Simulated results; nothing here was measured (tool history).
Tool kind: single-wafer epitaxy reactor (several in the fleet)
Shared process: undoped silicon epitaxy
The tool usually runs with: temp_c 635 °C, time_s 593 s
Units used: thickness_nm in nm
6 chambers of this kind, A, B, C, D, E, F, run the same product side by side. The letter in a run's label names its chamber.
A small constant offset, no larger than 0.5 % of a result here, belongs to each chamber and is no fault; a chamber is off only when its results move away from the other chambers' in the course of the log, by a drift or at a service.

run   hour  temp_c  time_s  read-back reference wafer on the same gauge, thickness_nm  thickness_nm
 1B    5.8     635     593                                                     83.813        71.542
 2D   10.3     635     593                                                     83.828        71.212
 3A   15.3     635     593                                                     83.825        71.330
 4F   22.8     635     593                                                     83.814        71.515
 5E   27.0     635     593                                                     83.824        71.384
 6C   33.9     624     593                                                     83.780        55.636
 7D   38.4     624     593                                                     83.889        55.376
 8E   44.6     624     593                                                     83.790        55.835
 9C   52.6     624     593                                                     83.772        55.619
10B   59.4     624     593                                                     83.823        56.224
11A   64.2     624     593                                                     83.764        55.446
12F   69.0     650     527                                                     83.792        88.477
13A   75.0     650     527                                                     83.848        88.202
14B   81.9     650     527                                                     83.832        88.956
15E   86.9     650     527                                                     83.816        88.198
16F   91.9     650     527                                                     83.802        88.214
      95.9  -- chamber F: pyrometer calibrated
17D   97.3     650     527                                                     83.825        87.902
18C  104.7     635     593                                                     83.823        71.782
19D  109.9     635     593                                                     83.792        71.163
20E  117.1     635     593                                                     83.878        71.172
21A  122.5     635     593                                                     83.791        71.493
22B  126.7     635     593                                                     83.828        71.949
23F  130.4     635     593                                                     83.819        71.419
24C  134.0     635     593                                                     83.801        71.949
25A  138.2     635     593                                                     83.809        71.239
26E  142.9     635     593                                                     83.754        71.528
     143.9  -- chamber B: pyrometer calibrated
27F  147.7     635     593                                                     83.808        70.786
28D  155.8     635     593                                                     83.848        71.122
29B  163.6     635     593                                                     83.852        71.709
30C  169.2     635     593                                                     83.772        72.610
31E  173.8     635     593                                                     83.856        71.440
32B  180.2     635     593                                                     83.838        71.908
33C  187.0     635     593                                                     83.842        72.793
34A  191.4     635     593                                                     83.802        71.411
35F  197.5     635     593                                                     83.842        71.772
36D  205.0     635     593                                                     83.756        71.031
37D  210.8     635     593                                                     83.760        71.342
38F  214.8     625     488                                                     83.847        46.943
39E  221.2     625     488                                                     83.825        47.076
40C  227.5     625     488                                                     83.795        48.430
41A  233.8     625     488                                                     83.853        46.766

All chambers now run identical settings, listed one chamber a line with results as question marks. What results will each chamber show?
42A  239.6     635     593                                                                        ?
42B  239.6     635     593                                                                        ?
42C  239.6     635     593                                                                        ?
42D  239.6     635     593                                                                        ?
42E  239.6     635     593                                                                        ?
42F  239.6     635     593                                                                        ?

run  thickness_nm
42A        71.437
42B        72.074
42C        73.939
42D        71.182
42E        71.098
42F        71.339

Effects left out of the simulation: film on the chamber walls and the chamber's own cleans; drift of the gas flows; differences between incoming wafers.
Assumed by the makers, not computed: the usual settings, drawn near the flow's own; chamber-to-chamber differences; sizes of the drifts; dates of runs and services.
